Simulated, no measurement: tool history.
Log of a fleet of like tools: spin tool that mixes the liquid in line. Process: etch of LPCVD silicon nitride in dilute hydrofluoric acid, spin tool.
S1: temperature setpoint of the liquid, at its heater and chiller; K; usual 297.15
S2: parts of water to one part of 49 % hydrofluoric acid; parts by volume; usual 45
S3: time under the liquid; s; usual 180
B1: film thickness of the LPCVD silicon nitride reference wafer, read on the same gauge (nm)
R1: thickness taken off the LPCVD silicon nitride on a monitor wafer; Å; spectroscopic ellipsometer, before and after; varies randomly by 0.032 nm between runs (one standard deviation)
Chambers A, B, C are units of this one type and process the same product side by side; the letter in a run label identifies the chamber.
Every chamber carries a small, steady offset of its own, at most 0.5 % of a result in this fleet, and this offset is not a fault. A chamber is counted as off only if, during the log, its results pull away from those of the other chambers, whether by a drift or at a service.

run 1B hour=7.3 | S1=297.15 S2=45 S3=180 | B1=80.015 | R1=19.382
run 2A hour=14.9 | S1=297.15 S2=45 S3=180 | B1=79.982 | R1=18.817
run 3C hour=26.3 | S1=297.15 S2=45 S3=180 | B1=80.025 | R1=18.833
run 4C hour=37.5 | S1=297.15 S2=45 S3=180 | B1=79.999 | R1=18.966
run 5A hour=46.3 | S1=297.15 S2=45 S3=180 | B1=80.018 | R1=19.407
run 6B hour=55.9 | S1=297.15 S2=45 S3=180 | B1=80.019 | R1=19.042
run 7C hour=67.3 | S1=297.15 S2=35 S3=75 | B1=79.991 | R1=10.265
run 8B hour=76.7 | S1=297.15 S2=35 S3=75 | B1=80.004 | R1=10.033
run 9A hour=88 | S1=297.15 S2=35 S3=75 | B1=80.03 | R1=10.397
run 10A hour=96.3 | S1=297.15 S2=60 S3=285 | B1=80.019 | R1=21.833
run 11B hour=102.1 | S1=297.15 S2=60 S3=285 | B1=80.015 | R1=22.652
run 12C hour=110.9 | S1=297.15 S2=60 S3=285 | B1=79.981 | R1=22.625
run 13A hour=121.1 | S1=293.15 S2=45 S3=180 | B1=80.035 | R1=13.967
run 14C hour=129.3 | S1=293.15 S2=45 S3=180 | B1=80.013 | R1=14.503
run 15B hour=140.7 | S1=293.15 S2=45 S3=180 | B1=80.008 | R1=14.234
run 16A hour=151.4 | S1=297.15 S2=45 S3=180 | B1=80.013 | R1=19.021
run 17B hour=162.2 | S1=297.15 S2=45 S3=180 | B1=80.037 | R1=19.074
run 18C hour=173.8 | S1=297.15 S2=45 S3=180 | B1=79.986 | R1=19.642
run 19B hour=181.2 | S1=297.15 S2=45 S3=180 | B1=80.006 | R1=19.164
run 20A hour=186.6 | S1=297.15 S2=45 S3=180 | B1=80.024 | R1=18.719
run 21C hour=195.2 | S1=297.15 S2=45 S3=180 | B1=79.97 | R1=19.207
run 22A hour=203 | S1=297.15 S2=45 S3=180 | B1=79.992 | R1=19.375
run 23B hour=209.3 | S1=297.15 S2=45 S3=180 | B1=80.046 | R1=19.123
run 24C hour=218.4 | S1=297.15 S2=45 S3=180 | B1=80.027 | R1=19.084
run 25A hour=226.3 | S1=297.15 S2=45 S3=180 | B1=80 | R1=18.741
run 26B hour=232.8 | S1=297.15 S2=45 S3=180 | B1=80.01 | R1=18.991
-- hour=237.1 chamber C: thermometer replaced
run 27C hour=244.1 | S1=297.15 S2=45 S3=180 | B1=79.993 | R1=18.702
run 28A hour=249.6 | S1=295.15 S2=45 S3=90 | B1=79.991 | R1=8.3762
run 29C hour=261.6 | S1=295.15 S2=45 S3=90 | B1=79.998 | R1=8.4828
run 30B hour=269.1 | S1=295.15 S2=45 S3=90 | B1=79.955 | R1=8.2227
run 31C hour=277.8 | S1=297.15 S2=45 S3=180 | B1=80.014 | R1=18.915
run 32A hour=283.5 | S1=297.15 S2=45 S3=180 | B1=79.965 | R1=19.249
run 33B hour=291.5 | S1=297.15 S2=45 S3=180 | B1=79.981 | R1=18.388
run 34A hour=303.2 | S1=297.15 S2=45 S3=180 | B1=79.981 | R1=18.493
run 35B hour=312.2 | S1=297.15 S2=45 S3=180 | B1=80.002 | R1=19.257
-- hour=320.4 chamber C: hydrofluoric acid flow meter replaced
run 36C hour=322.1 | S1=297.15 S2=45 S3=180 | B1=80.003 | R1=18.985
run 37A hour=330.8 | S1=300.15 S2=25 S3=180 | B1=80.003 | R1=41.075
run 38C hour=339.9 | S1=300.15 S2=25 S3=180 | B1=79.968 | R1=40.796
run 39B hour=348.1 | S1=300.15 S2=25 S3=180 | B1=80.001 | R1=40.766
run 40A hour=356.8 | S1=297.15 S2=45 S3=180 | B1=79.988 | R1=18.571
run 41C hour=363.4 | S1=299.65 S2=30 S3=180 | B1=80.027 | R1=33.125
run 42B hour=371.1 | S1=299.65 S2=30 S3=180 | B1=80.025 | R1=34.252

Is one chamber out of step, is the gauge drifting, or do the chambers differ by no more than their own small offsets? For an off chamber, give its letter and the likeliest cause.

Nothing is wrong: each chamber keeps only its own small, steady offset and the gauge holds still.
